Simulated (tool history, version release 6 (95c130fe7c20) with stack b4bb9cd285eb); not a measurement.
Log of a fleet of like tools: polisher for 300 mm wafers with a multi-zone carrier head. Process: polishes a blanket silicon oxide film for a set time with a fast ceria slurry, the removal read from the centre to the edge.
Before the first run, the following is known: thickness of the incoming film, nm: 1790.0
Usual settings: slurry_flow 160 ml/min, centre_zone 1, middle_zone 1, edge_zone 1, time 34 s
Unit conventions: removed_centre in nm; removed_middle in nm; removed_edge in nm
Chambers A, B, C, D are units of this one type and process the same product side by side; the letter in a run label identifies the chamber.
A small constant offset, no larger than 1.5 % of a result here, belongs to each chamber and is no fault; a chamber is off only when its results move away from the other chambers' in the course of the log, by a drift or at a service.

-- hour=4.9 chamber A: slurry nozzle cleaned
run 1D hour=16.2 | slurry_flow=160 centre_zone=1 middle_zone=1 edge_zone=1 time=34 | removed_centre=691.65 removed_middle=682.82 removed_edge=681.94
-- hour=21.7 chamber A: worn pad replaced by a new one
-- hour=22.1 chamber B: worn pad replaced by a new one
run 2A hour=29.5 | slurry_flow=160 centre_zone=1 middle_zone=1 edge_zone=1 time=34 | removed_centre=687.19 removed_middle=683.97 removed_edge=684.52
run 3C hour=39.9 | slurry_flow=160 centre_zone=1 middle_zone=1 edge_zone=1 time=34 | removed_centre=690.63 removed_middle=681.77 removed_edge=675.8
-- hour=45.2 chamber D: worn pad replaced by a new one
run 4B hour=47.9 | slurry_flow=160 centre_zone=1 middle_zone=1 edge_zone=1 time=34 | removed_centre=696.02 removed_middle=687.92 removed_edge=681.74
-- hour=50.2 chamber C: worn pad replaced by a new one
run 5D hour=55.8 | slurry_flow=160 centre_zone=1 middle_zone=1.07 edge_zone=0.95 time=34 | removed_centre=686.62 removed_middle=738.27 removed_edge=667.94
run 6A hour=63.4 | slurry_flow=160 centre_zone=1 middle_zone=1.07 edge_zone=0.95 time=34 | removed_centre=676.1 removed_middle=748.52 removed_edge=668.37
run 7B hour=79.2 | slurry_flow=160 centre_zone=1 middle_zone=1.07 edge_zone=0.95 time=34 | removed_centre=688.16 removed_middle=721.17 removed_edge=665.89
-- hour=82.2 chamber B: centre zone pressure recalibrated
run 8C hour=92 | slurry_flow=160 centre_zone=1 middle_zone=1.07 edge_zone=0.95 time=34 | removed_centre=694.94 removed_middle=721.6 removed_edge=663.46
run 9A hour=104.6 | slurry_flow=160 centre_zone=1 middle_zone=1 edge_zone=1 time=34 | removed_centre=681.49 removed_middle=685.8 removed_edge=684.35
-- hour=117.3 chamber B: worn pad replaced by a new one
run 10B hour=118.5 | slurry_flow=160 centre_zone=1 middle_zone=1 edge_zone=1 time=34 | removed_centre=693.43 removed_middle=679.34 removed_edge=685.9
run 11D hour=125.8 | slurry_flow=210 centre_zone=1 middle_zone=1 edge_zone=1 time=34 | removed_centre=715.23 removed_middle=731.82 removed_edge=700.46
-- hour=127.2 chamber A: worn pad replaced by a new one
run 12C hour=139.8 | slurry_flow=210 centre_zone=1 middle_zone=1 edge_zone=1 time=34 | removed_centre=719.53 removed_middle=721.28 removed_edge=716.8
-- hour=141.4 chamber C: slurry nozzle cleaned
-- hour=147.9 chamber D: worn pad replaced by a new one
-- hour=152.7 chamber C: worn pad replaced by a new one
run 13C hour=154.2 | slurry_flow=210 centre_zone=1 middle_zone=1 edge_zone=1 time=34 | removed_centre=730.08 removed_middle=714 removed_edge=703.85
run 14D hour=168.2 | slurry_flow=210 centre_zone=1 middle_zone=1 edge_zone=1 time=34 | removed_centre=722.95 removed_middle=716.15 removed_edge=688.77
-- hour=181.4 chamber B: slurry nozzle cleaned
run 15A hour=181.6 | slurry_flow=160 centre_zone=1 middle_zone=1 edge_zone=1 time=34 | removed_centre=683.85 removed_middle=680.35 removed_edge=700.14
-- hour=190 chamber A: edge zone pressure recalibrated
run 16B hour=196.1 | slurry_flow=160 centre_zone=1 middle_zone=1 edge_zone=1 time=34 | removed_centre=689.69 removed_middle=674.4 removed_edge=696.5
run 17A hour=205.4 | slurry_flow=160 centre_zone=1 middle_zone=1 edge_zone=1 time=34 | removed_centre=683.89 removed_middle=701.44 removed_edge=685.16
-- hour=214.2 chamber B: worn pad replaced by a new one
run 18C hour=219.4 | slurry_flow=160 centre_zone=1 middle_zone=1.05 edge_zone=1 time=34 | removed_centre=695.92 removed_middle=715.11 removed_edge=677.75
-- hour=224.1 chamber A: worn pad replaced by a new one
run 19B hour=234.5 | slurry_flow=160 centre_zone=1 middle_zone=1.05 edge_zone=1 time=34 | removed_centre=699.67 removed_middle=705.03 removed_edge=688.57
-- hour=239.7 chamber C: worn pad replaced by a new one
run 20D hour=245.5 | slurry_flow=160 centre_zone=1 middle_zone=1.05 edge_zone=1 time=34 | removed_centre=687.57 removed_middle=735.53 removed_edge=691.95
-- hour=253.4 chamber D: worn pad replaced by a new one
run 21B hour=255 | slurry_flow=160 centre_zone=1 middle_zone=1.05 edge_zone=1 time=34 | removed_centre=693.48 removed_middle=715.32 removed_edge=682.68
-- hour=263.9 chamber D: centre zone pressure recalibrated
run 22D hour=267.7 | slurry_flow=160 centre_zone=1 middle_zone=1 edge_zone=0.94 time=34 | removed_centre=695.51 removed_middle=679.49 removed_edge=662.31
run 23C hour=283.3 | slurry_flow=160 centre_zone=1 middle_zone=1 edge_zone=0.94 time=34 | removed_centre=690.02 removed_middle=676.14 removed_edge=656.31
run 24A hour=295.9 | slurry_flow=160 centre_zone=1 middle_zone=1 edge_zone=0.94 time=34 | removed_centre=671.47 removed_middle=709.73 removed_edge=663.55
-- hour=297.3 chamber A: slurry nozzle cleaned
-- hour=298.7 chamber B: worn pad replaced by a new one
-- hour=306.1 chamber A: worn pad replaced by a new one
run 25D hour=307.4 | slurry_flow=160 centre_zone=1 middle_zone=1 edge_zone=0.94 time=34 | removed_centre=689.7 removed_middle=670.29 removed_edge=661.25
run 26B hour=320.5 | slurry_flow=160 centre_zone=1 middle_zone=1 edge_zone=1 time=34 | removed_centre=692.61 removed_middle=689.44 removed_edge=691.46
-- hour=322.1 chamber C: worn pad replaced by a new one
-- hour=323.5 chamber C: edge zone pressure recalibrated
run 27C hour=332.3 | slurry_flow=160 centre_zone=1 middle_zone=1 edge_zone=1 time=34 | removed_centre=693.48 removed_middle=685.44 removed_edge=684.48
-- hour=346.8 chamber D: worn pad replaced by a new one
run 28A hour=348.6 | slurry_flow=160 centre_zone=1 middle_zone=1 edge_zone=1 time=34 | removed_centre=678.59 removed_middle=694.21 removed_edge=686.19
run 29C hour=356.6 | slurry_flow=160 centre_zone=1 middle_zone=1 edge_zone=1 time=34 | removed_centre=688.7 removed_middle=703.59 removed_edge=686.91
run 30B hour=370.1 | slurry_flow=160 centre_zone=1 middle_zone=1 edge_zone=1 time=34 | removed_centre=689.88 removed_middle=690.36 removed_edge=687.17
run 31D hour=377.3 | slurry_flow=160 centre_zone=1 middle_zone=1 edge_zone=1 time=34 | removed_centre=685.71 removed_middle=685.19 removed_edge=684.43
-- hour=382.4 chamber B: worn pad replaced by a new one
run 32A hour=389 | slurry_flow=160 centre_zone=1 middle_zone=1 edge_zone=1 time=34 | removed_centre=677.57 removed_middle=698.5 removed_edge=680.1
run 33C hour=400.9 | slurry_flow=160 centre_zone=1 middle_zone=1 edge_zone=1 time=34 | removed_centre=683.6 removed_middle=683.94 removed_edge=683.54
-- hour=405.3 chamber A: worn pad replaced by a new one
run 34A hour=415 | slurry_flow=160 centre_zone=1 middle_zone=1 edge_zone=1 time=34 | removed_centre=679.56 removed_middle=687.27 removed_edge=688.52
-- hour=423.2 chamber B: slurry nozzle cleaned
run 35B hour=426.5 | slurry_flow=160 centre_zone=1 middle_zone=1 edge_zone=1 time=34 | removed_centre=691.24 removed_middle=696.8 removed_edge=687.34
run 36D hour=435 | slurry_flow=160 centre_zone=1 middle_zone=1 edge_zone=1 time=34 | removed_centre=685.42 removed_middle=702.88 removed_edge=670.57
run 37D hour=450.5 | slurry_flow=160 centre_zone=1 middle_zone=1 edge_zone=1 time=34 | removed_centre=685.55 removed_middle=688.17 removed_edge=687.6
run 38B hour=459.2 | slurry_flow=160 centre_zone=1 middle_zone=1 edge_zone=1 time=34 | removed_centre=694.19 removed_middle=682.49 removed_edge=690.87

All chambers now run identical settings, listed one chamber a line with results as question marks. What results will each chamber show?
run 39A hour=470.9 | slurry_flow=160 centre_zone=1 middle_zone=1 edge_zone=1 time=34 | removed_centre=? removed_middle=? removed_edge=?
run 39B hour=470.9 | slurry_flow=160 centre_zone=1 middle_zone=1 edge_zone=1 time=34 | removed_centre=? removed_middle=? removed_edge=?
run 39C hour=470.9 | slurry_flow=160 centre_zone=1 middle_zone=1 edge_zone=1 time=34 | removed_centre=? removed_middle=? removed_edge=?
run 39D hour=470.9 | slurry_flow=160 centre_zone=1 middle_zone=1 edge_zone=1 time=34 | removed_centre=? removed_middle=? removed_edge=?

run=39A removed_centre=677.3 removed_middle=680.89 removed_edge=687.94
run=39B removed_centre=689.2 removed_middle=679.59 removed_edge=693.36
run=39C removed_centre=686.23 removed_middle=679.58 removed_edge=689.69
run=39D removed_centre=688.31 removed_middle=702.62 removed_edge=680.27

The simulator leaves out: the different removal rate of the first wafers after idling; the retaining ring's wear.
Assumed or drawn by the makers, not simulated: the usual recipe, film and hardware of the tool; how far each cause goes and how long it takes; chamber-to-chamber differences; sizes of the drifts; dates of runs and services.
